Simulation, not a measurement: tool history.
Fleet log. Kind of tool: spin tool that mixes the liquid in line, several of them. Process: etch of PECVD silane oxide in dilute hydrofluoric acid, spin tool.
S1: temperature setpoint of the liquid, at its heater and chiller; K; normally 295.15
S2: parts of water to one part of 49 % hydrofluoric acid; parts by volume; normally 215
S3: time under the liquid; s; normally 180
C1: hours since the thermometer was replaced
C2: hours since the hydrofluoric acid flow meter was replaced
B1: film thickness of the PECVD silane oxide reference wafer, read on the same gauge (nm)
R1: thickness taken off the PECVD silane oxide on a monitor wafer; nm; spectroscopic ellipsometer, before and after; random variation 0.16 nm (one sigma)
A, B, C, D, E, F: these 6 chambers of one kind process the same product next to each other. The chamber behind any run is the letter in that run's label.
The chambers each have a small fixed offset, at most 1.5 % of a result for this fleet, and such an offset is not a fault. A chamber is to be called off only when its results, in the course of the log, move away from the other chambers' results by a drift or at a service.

Run 1B, hour 5.5: usual settings; C1 961.6; C2 356; B1 50.007. Result: R1 15.797 nm.
Run 2A, hour 10: usual settings; C1 59.4; C2 134.1; B1 49.951. Result: R1 15.848 nm.
Run 3D, hour 17.4: usual settings; C1 490.8; C2 1687.5; B1 49.962. Result: R1 15.708 nm.
Run 4C, hour 24.9: usual settings; C1 1164; C2 367.8; B1 49.995. Result: R1 16.484 nm.
Run 5E, hour 29.2: usual settings; C1 55.1; C2 728.8; B1 50.015. Result: R1 16.339 nm.
Run 6F, hour 36: usual settings; C1 1235.4; C2 305.1; B1 49.989. Result: R1 16.615 nm.
Run 7E, hour 42.5: usual settings; C1 68.4; C2 742.1; B1 50.023. Result: R1 16.415 nm.
Run 8C, hour 46.6: usual settings; C1 1185.7; C2 389.5; B1 50.021. Result: R1 16.416 nm.
Run 9D, hour 54.1: usual settings; C1 527.5; C2 1724.2; B1 49.992. Result: R1 16.043 nm.
Run 10B, hour 58.2: usual settings; C1 1014.3; C2 408.7; B1 50.058. Result: R1 16.187 nm.
At hour 62.5: chamber B: thermometer replaced.
Run 11F, hour 66.8: usual settings; C1 1266.2; C2 335.9; B1 50.019. Result: R1 16.392 nm.
Run 12A, hour 71.8: usual settings; C1 121.2; C2 195.9; B1 50.004. Result: R1 16.035 nm.
Run 13E, hour 80: usual settings but S2 270 parts by volume, S3 110 s; C1 105.9; C2 779.6; B1 49.986. Result: R1 7.4821 nm.
Run 14C, hour 86.5: usual settings but S2 270 parts by volume, S3 110 s; C1 1225.6; C2 429.4; B1 50.02. Result: R1 7.4054 nm.
Run 15D, hour 92: usual settings but S2 270 parts by volume, S3 110 s; C1 565.4; C2 1762.1; B1 49.99. Result: R1 7.4829 nm.
Run 16A, hour 97.4: usual settings but S2 270 parts by volume, S3 110 s; C1 146.8; C2 221.5; B1 49.969. Result: R1 7.5165 nm.
Run 17F, hour 102: usual settings but S2 270 parts by volume, S3 110 s; C1 1301.4; C2 371.1; B1 49.982. Result: R1 7.4916 nm.
Run 18B, hour 108.3: usual settings but S2 270 parts by volume, S3 110 s; C1 45.9; C2 458.8; B1 49.987. Result: R1 7.6124 nm.
Run 19A, hour 112.6: usual settings; C1 162; C2 236.7; B1 49.976. Result: R1 16.267 nm.
Run 20F, hour 118.9: usual settings; C1 1318.3; C2 388; B1 50.042. Result: R1 16.423 nm.
Run 21B, hour 123.7: usual settings; C1 61.3; C2 474.2; B1 50.016. Result: R1 16.039 nm.
Run 22C, hour 132.4: usual settings; C1 1271.5; C2 475.3; B1 50.013. Result: R1 16.074 nm.
Run 23E, hour 139.4: usual settings but S3 145 s; C1 165.3; C2 839; B1 49.96. Result: R1 12.999 nm.
Run 24D, hour 145.7: usual settings but S3 145 s; C1 619.1; C2 1815.8; B1 50.042. Result: R1 13.089 nm.
Run 25B, hour 152.8: usual settings but S3 145 s; C1 90.4; C2 503.3; B1 50.014. Result: R1 12.917 nm.
Run 26A, hour 158.2: usual settings but S3 145 s; C1 207.6; C2 282.3; B1 50.019. Result: R1 13.04 nm.
Run 27F, hour 162.4: usual settings but S3 145 s; C1 1361.8; C2 431.5; B1 49.978. Result: R1 13.059 nm.
Run 28D, hour 166.5: usual settings but S3 145 s; C1 639.9; C2 1836.6; B1 50.034. Result: R1 12.808 nm.
Run 29C, hour 171: usual settings; C1 1310.1; C2 513.9; B1 50.057. Result: R1 16.043 nm.
Run 30E, hour 176: usual settings; C1 201.9; C2 875.6; B1 50.001. Result: R1 16.314 nm.
Run 31D, hour 183.5: usual settings; C1 656.9; C2 1853.6; B1 49.998. Result: R1 15.867 nm.
Run 32E, hour 189.4: usual settings; C1 215.3; C2 889; B1 49.985. Result: R1 16.147 nm.
Run 33A, hour 193.6: usual settings; C1 243; C2 317.7; B1 49.982. Result: R1 16.065 nm.
At hour 195.7: chamber C: hydrofluoric acid flow meter replaced.
Run 34B, hour 201.9: usual settings; C1 139.5; C2 552.4; B1 50.072. Result: R1 15.968 nm.
Run 35F, hour 205.6: usual settings; C1 1405; C2 474.7; B1 49.983. Result: R1 16.356 nm.
Run 36C, hour 210.7: usual settings but S2 260 parts by volume, S3 215 s; C1 1349.8; C2 15.1; B1 49.984. Result: R1 15.158 nm.
Run 37C, hour 215.4: usual settings but S2 260 parts by volume, S3 215 s; C1 1354.5; C2 19.8; B1 50.02. Result: R1 15.253 nm.
Run 38D, hour 222.7: usual settings but S2 260 parts by volume, S3 215 s; C1 696.1; C2 1892.8; B1 49.978. Result: R1 15.214 nm.
Run 39B, hour 229.2: usual settings but S2 260 parts by volume, S3 215 s; C1 166.8; C2 579.7; B1 49.991. Result: R1 15 nm.
Run 40E, hour 234.3: usual settings but S2 260 parts by volume, S3 215 s; C1 260.2; C2 933.9; B1 50.05. Result: R1 15.375 nm.
Run 41F, hour 238.4: usual settings but S2 260 parts by volume, S3 215 s; C1 1437.8; C2 507.5; B1 49.997. Result: R1 15.593 nm.
Run 42A, hour 246.6: usual settings; C1 296; C2 370.7; B1 50.019. Result: R1 16.24 nm.

What goes on in this fleet: one chamber off, a drifting gauge, or nothing beyond the chambers' own small offsets? Name the chamber and the cause, if any.

Nothing is wrong: each chamber keeps only its own small, steady offset and the gauge holds still.
